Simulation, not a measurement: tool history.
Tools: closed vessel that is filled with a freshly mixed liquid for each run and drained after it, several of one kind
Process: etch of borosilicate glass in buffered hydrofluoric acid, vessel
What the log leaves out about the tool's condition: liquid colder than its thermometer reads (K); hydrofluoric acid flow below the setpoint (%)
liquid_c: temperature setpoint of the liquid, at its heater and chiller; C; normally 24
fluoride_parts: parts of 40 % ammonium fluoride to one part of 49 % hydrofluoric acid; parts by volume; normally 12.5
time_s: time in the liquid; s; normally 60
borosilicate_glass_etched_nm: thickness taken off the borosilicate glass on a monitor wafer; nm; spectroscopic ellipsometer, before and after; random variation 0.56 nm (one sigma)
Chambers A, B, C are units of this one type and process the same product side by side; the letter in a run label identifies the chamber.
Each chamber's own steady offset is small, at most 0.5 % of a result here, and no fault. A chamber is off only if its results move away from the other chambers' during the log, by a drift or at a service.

run,hour,liquid_c,fluoride_parts,time_s,hours since the thermometer was replaced,hours since the hydrofluoric acid flow meter was replaced,"read-back film thickness of the borosilicate glass reference wafer, read on the same gauge (nm)",borosilicate_glass_etched_nm
1C,9.5,24,12.5,60,337,163.1,40.01,60.363
2A,18.9,24,12.5,60,481.1,583.7,40.003,60.985
3B,25.6,24,12.5,60,1506.2,439.3,39.976,60.12
4A,39,24,12.5,60,501.2,603.8,39.992,59.518
5C,47.7,24,12.5,60,375.2,201.3,40.005,60.253
6B,60,24,12.5,60,1540.6,473.7,39.994,60.584
7A,71.3,24,12.5,60,533.5,636.1,39.968,60.513
8C,84.3,24,12.5,60,411.8,237.9,39.982,60.522
9B,91.9,24,12.5,45,1572.5,505.6,39.994,45.638
10C,103.9,24,12.5,45,431.4,257.5,39.99,45.133
11B,114.4,24,12.5,45,1595,528.1,39.984,44.589
12A,129.8,24,12.5,60,592,694.6,40.02,58.058
13C,141.8,24,12.5,60,469.3,295.4,39.99,60.339
14A,156.6,24,12.5,60,618.8,721.4,39.99,57.865
15B,165.4,24,12.5,60,1646,579.1,40.026,59.961
16B,176.5,24,12.5,60,1657.1,590.2,39.973,59.962
17C,183.6,24,12.5,60,511.1,337.2,39.995,60.103
18A,195.2,24,12.5,60,657.4,760,40.016,55.84
19A,208.2,24,12.5,60,670.4,773,40.032,55.839
20B,218.2,24,12.5,60,1698.8,631.9,39.978,60.17
21C,233.5,24,12.5,60,561,387.1,39.994,60.75
22C,241.2,24,12.5,60,568.7,394.8,39.998,59.53
23B,253.9,24,12.5,60,1734.5,667.6,39.986,61.676

Does one chamber stand apart from the rest, does the shared gauge drift, or is all well apart from small per-chamber offsets? Give the chamber and the most likely cause, where there is one.

One chamber, A, drifts off from the rest bit by bit.
Most likely cause: hydrofluoric acid flow below the setpoint (%) = 9.79.
The log may not tell that from: liquid colder than its thermometer reads (K).

Chamber A could run next with any of the 4 candidate recipes listed below; each alters the usual settings, and their results appear as question marks. Which one brings its results back in line with what the other chambers deliver on the usual settings?
Allowed miss from the other chambers' usual-settings mean, per result, to count as in line: borosilicate_glass_etched_nm 2 nm
24A-1,264.9,24,12,60,,,,?
24A-2,264.9,26,12.5,60,,,,?
24A-3,264.9,23.5,12.5,55,,,,?
24A-4,264.9,24,13,60,,,,?

The other chambers' mean on the usual settings: borosilicate_glass_etched_nm 60.198 nm
run,borosilicate_glass_etched_nm
24A-1,56.69
24A-2,60.676
24A-3,48.566
24A-4,52.384
Change 24A-2 lands the chamber within the allowed miss of the other chambers.
